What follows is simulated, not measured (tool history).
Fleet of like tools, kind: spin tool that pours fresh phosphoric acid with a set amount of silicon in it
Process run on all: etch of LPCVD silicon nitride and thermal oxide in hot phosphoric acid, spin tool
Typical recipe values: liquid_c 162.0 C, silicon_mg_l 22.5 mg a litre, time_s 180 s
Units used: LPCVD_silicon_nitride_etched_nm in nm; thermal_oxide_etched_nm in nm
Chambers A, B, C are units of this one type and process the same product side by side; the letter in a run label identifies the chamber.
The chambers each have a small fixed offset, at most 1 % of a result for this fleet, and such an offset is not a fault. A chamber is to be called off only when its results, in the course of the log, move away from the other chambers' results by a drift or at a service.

run   hour  liquid_c  silicon_mg_l  time_s  hours since the thermometer was replaced  hours since the dissolved silicon flow meter was replaced  hours since the heated supply line was repaired  read-back film thickness of the LPCVD silicon nitride reference wafer, read on the same gauge (nm)  read-back film thickness of the thermal oxide reference wafer, read on the same gauge (nm)  LPCVD_silicon_nitride_etched_nm  thermal_oxide_etched_nm
 1C    6.1     162.0          22.5     180                                     463.0                                                      238.4                                           1540.0                                                                                              109.99                                                                                      30.011                          15.1970                  0.35269
      16.8  -- chamber B: thermometer replaced
 2B   17.5     162.0          22.5     180                                       0.7                                                      885.0                                            439.7                                                                                              110.00                                                                                      30.023                          14.9610                  0.29217
 3A   27.8     162.0          22.5     180                                    1983.1                                                      772.9                                           1170.1                                                                                              109.98                                                                                      30.001                          15.4830                  0.31064
 4B   39.7     162.0          22.5     180                                      22.9                                                      907.2                                            461.9                                                                                              110.00                                                                                      29.971                          15.1020                  0.33890
      47.0  -- chamber A: dissolved silicon flow meter replaced
 5C   49.0     162.0          22.5     180                                     505.9                                                      281.3                                           1582.9                                                                                              110.01                                                                                      29.958                          15.0600                  0.37076
 6A   59.6     162.0          22.5     180                                    2014.9                                                       12.6                                           1201.9                                                                                              110.00                                                                                      29.968                          14.7830                  0.35058
 7A   65.9     162.0          22.5     180                                    2021.2                                                       18.9                                           1208.2                                                                                              109.99                                                                                      29.996                          15.1770                  0.33203
 8C   73.4     162.0          22.5     180                                     530.3                                                      305.7                                           1607.3                                                                                              110.00                                                                                      30.001                          15.0870                  0.35456
 9B   79.8     162.0          22.5     180                                      63.0                                                      947.3                                            502.0                                                                                              109.98                                                                                      29.986                          15.3100                  0.34453
10C   87.0     162.0          22.5     180                                     543.9                                                      319.3                                           1620.9                                                                                              110.00                                                                                      29.966                          15.1200                  0.34396
11A   95.6     162.0          22.5     180                                    2050.9                                                       48.6                                           1237.9                                                                                              110.02                                                                                      30.047                          15.2080                  0.29404
12B  105.6     162.0          22.5     180                                      88.8                                                      973.1                                            527.8                                                                                              110.00                                                                                      30.005                          15.0370                  0.33304
13C  116.0     162.0          22.5      75                                     572.9                                                      348.3                                           1649.9                                                                                              110.02                                                                                      30.026                           6.2796                  0.13780
14A  127.0     162.0          22.5      75                                    2082.3                                                       80.0                                           1269.3                                                                                              109.98                                                                                      29.994                           6.2768                  0.14733
15B  137.7     162.0          22.5      75                                     120.9                                                     1005.2                                            559.9                                                                                              109.99                                                                                      30.005                           6.2864                  0.13152
16C  145.7     162.0          22.5     260                                     602.6                                                      378.0                                           1679.6                                                                                              109.99                                                                                      30.007                          21.1820                  0.41816
17B  155.5     162.0          22.5     260                                     138.7                                                     1023.0                                            577.7                                                                                              109.98                                                                                      29.971                          21.4540                  0.45029
18A  166.2     162.0          22.5     260                                    2121.5                                                      119.2                                           1308.5                                                                                              110.01                                                                                      29.987                          21.5910                  0.53160
19A  177.0     162.0          22.5     180                                    2132.3                                                      130.0                                           1319.3                                                                                              109.99                                                                                      29.994                          15.3280                  0.27594
     185.8  -- chamber A: thermometer replaced
20B  187.1     162.0          22.5     180                                     170.3                                                     1054.6                                            609.3                                                                                              110.01                                                                                      29.988                          15.2280                  0.34815
21C  195.0     164.0          22.5     180                                     651.9                                                      427.3                                           1728.9                                                                                              109.99                                                                                      29.981                          15.7510                  0.34568
22C  206.5     164.0          22.5     180                                     663.4                                                      438.8                                           1740.4                                                                                              110.02                                                                                      29.969                          15.7080                  0.31762
23A  213.3     164.0          22.5     180                                      27.6                                                      166.3                                           1355.6                                                                                              109.98                                                                                      30.009                          16.0040                  0.37330
24B  223.8     162.0          22.5     180                                     207.0                                                     1091.3                                            646.0                                                                                              110.01                                                                                      30.028                          15.0600                  0.36251
25C  232.5     162.0          22.5     180                                     689.4                                                      464.8                                           1766.4                                                                                              110.01                                                                                      29.989                          14.2230                  0.27488
26B  244.2     162.0          22.5     180                                     227.4                                                     1111.7                                            666.4                                                                                              109.98                                                                                      30.010                          14.9570                  0.35970
27A  252.8     162.0          22.5     180                                      67.1                                                      205.8                                           1395.1                                                                                              110.00                                                                                      30.020                          15.1900                  0.30181
28B  261.1     159.5          22.5     180                                     244.3                                                     1128.6                                            683.3                                                                                              109.99                                                                                      29.979                          13.8880                  0.26637

All 3 chambers run these settings next. Forecast each chamber's results:
29A  270.2     162.0           9.0     180                                                                                                                                                                                                                                                                                                                                                                                      ?                        ?
29B  270.2     162.0           9.0     180                                                                                                                                                                                                                                                                                                                                                                                      ?                        ?
29C  270.2     162.0           9.0     180                                                                                                                                                                                                                                                                                                                                                                                      ?                        ?

run  LPCVD_silicon_nitride_etched_nm  thermal_oxide_etched_nm
29A                          15.0660                  0.42017
29B                          15.1040                  0.59961
29C                          14.3250                  0.34748

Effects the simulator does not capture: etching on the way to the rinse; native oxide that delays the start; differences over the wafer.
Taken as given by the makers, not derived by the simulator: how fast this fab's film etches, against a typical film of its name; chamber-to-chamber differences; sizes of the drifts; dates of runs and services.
